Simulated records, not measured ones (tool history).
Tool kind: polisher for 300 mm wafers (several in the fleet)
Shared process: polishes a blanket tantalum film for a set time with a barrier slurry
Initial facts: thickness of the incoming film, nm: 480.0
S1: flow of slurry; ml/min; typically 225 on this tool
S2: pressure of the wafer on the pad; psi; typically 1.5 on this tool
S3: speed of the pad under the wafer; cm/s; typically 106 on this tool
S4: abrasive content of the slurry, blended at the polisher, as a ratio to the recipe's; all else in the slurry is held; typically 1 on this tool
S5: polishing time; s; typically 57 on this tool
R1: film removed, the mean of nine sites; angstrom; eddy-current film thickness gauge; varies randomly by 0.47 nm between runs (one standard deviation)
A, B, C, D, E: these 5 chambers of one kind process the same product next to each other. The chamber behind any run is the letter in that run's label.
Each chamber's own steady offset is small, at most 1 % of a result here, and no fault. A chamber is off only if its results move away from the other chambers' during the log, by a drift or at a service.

run     day   S1   S2   S3   S4  S5      R1
 1C   0.246  225  1.5  106    1  57  632.32
 2B   0.604  225  1.5  106    1  57   639.3
 3D   0.912  225  1.5  106    1  57  644.96
      0.958  -- chamber D: slurry blender recalibrated
      1.012  -- chamber D: worn pad replaced by a new one
 4E   1.283  225  1.5  106    1  57  647.91
      1.454  -- chamber A: worn pad replaced by a new one
 5A   1.508  225  1.5  106  1.3  57  702.66
      1.642  -- chamber C: slurry blender recalibrated
 6A    1.75  225  1.5  106  1.3  57  695.83
 7C   2.025  225  1.5  106  1.3  57  683.01
      2.246  -- chamber D: head pressure recalibrated
      2.317  -- chamber B: worn pad replaced by a new one
      2.342  -- chamber C: slurry nozzle cleaned
 8E   2.375  225  1.5  106  1.3  57  690.06
      2.488  -- chamber B: slurry blender recalibrated
      2.608  -- chamber A: slurry blender recalibrated
 9B   2.754  225  1.5  106  1.3  57  686.11
      2.862  -- chamber A: head pressure recalibrated
10D     3.1  225  1.5  106    1  57   641.2
11D   3.288  225  1.5  106    1  57  643.71
12A   3.571  225  1.5  122    1  70  903.24
13C   3.796  225  1.5  122    1  70  920.61
14B   4.042  225  1.5  122    1  70  906.77
      4.258  -- chamber B: head pressure recalibrated
15E   4.292  225  1.5  122    1  70  927.83
      4.446  -- chamber B: slurry nozzle cleaned
      4.542  -- chamber E: worn pad replaced by a new one
16A   4.571  225  1.5  122    1  70   912.7
      4.817  -- chamber C: worn pad replaced by a new one
17D   4.867  225  1.5  106    1  57  646.64
      4.954  -- chamber B: worn pad replaced by a new one
18E   5.054  150    2  106    1  57  813.17
      5.229  -- chamber D: worn pad replaced by a new one
19C   5.246  150    2  106    1  57  808.87
20B   5.467  150    2  106    1  57  807.95
21D   5.683  150    2  106    1  57  821.66
          6  -- chamber A: worn pad replaced by a new one
22B       6  150    2  106    1  57  809.81
      6.054  -- chamber C: head pressure recalibrated
      6.121  -- chamber E: head pressure recalibrated
23A   6.329  225  1.5  106    1  57  651.91
24C   6.688  225  1.5   86    1  57  487.53
25E   7.058  225  1.5   86    1  57  517.74
26D     7.4  225  1.5   86    1  57  517.22
27B   7.579  225  1.5   86    1  57  520.39
28C   7.779  225  1.5   86    1  57  485.36
      7.942  -- chamber B: worn pad replaced by a new one
29E   8.046  225  1.5  106    1  57  641.93
30A   8.388  225  1.5  106    1  76  863.23
      8.538  -- chamber A: slurry blender recalibrated
31A   8.604  225  1.5  106    1  76  856.47
32C     8.8  225  1.5  106    1  76  794.15
33D   8.979  225  1.5  106    1  76  860.38
      9.138  -- chamber E: slurry blender recalibrated
      9.333  -- chamber D: worn pad replaced by a new one
34E   9.367  225  1.5  106    1  76  858.93
35B   9.738  225  1.5  106    1  57  641.56
      9.921  -- chamber E: worn pad replaced by a new one
36B  10.117  225  1.5  106    1  57  639.49
     10.292  -- chamber A: worn pad replaced by a new one
37A  10.358  225  1.5  106    1  57  644.76
38E  10.679  225  1.5  106    1  57  645.75
39C  10.942  225  1.5  106    1  57   597.9
     11.108  -- chamber B: worn pad replaced by a new one
40D  11.142  225  1.5  106    1  57  639.67
41D  11.388  225  1.9  122    1  57  936.61
       11.4  -- chamber C: worn pad replaced by a new one
42B  11.662  225  1.9  122    1  57  940.56
43C  11.967  225  1.9  122    1  57  866.74

Is one chamber off against the others, does the gauge drift, or is nothing wrong? If a chamber is off, say which, and what the likeliest cause is.

A service on chamber C put it out of line with the rest.
Most likely cause: head's pressure below its setpoint, % = 7.31.

Chamber C could run next with any of the 4 candidate recipes listed below; each alters the usual settings, and their results appear as question marks. Which one brings its results back in line with what the other chambers deliver on the usual settings?
Counts as in line when no further than this from what the other chambers average on the usual settings: R1 16 angstrom
44C-1  12.242  225  1.5   98   1  57   ?
44C-2  12.242  225  1.5  110   1  59   ?
44C-3  12.242  225  1.5  106   1  67   ?
44C-4  12.242  225  1.5  106   1  48   ?

On the usual settings, the other chambers give on average: R1 644.34 angstrom
  run      R1
44C-1  548.46
44C-2  636.17
44C-3  696.52
44C-4     499
44C-2 brings the chamber back in line.

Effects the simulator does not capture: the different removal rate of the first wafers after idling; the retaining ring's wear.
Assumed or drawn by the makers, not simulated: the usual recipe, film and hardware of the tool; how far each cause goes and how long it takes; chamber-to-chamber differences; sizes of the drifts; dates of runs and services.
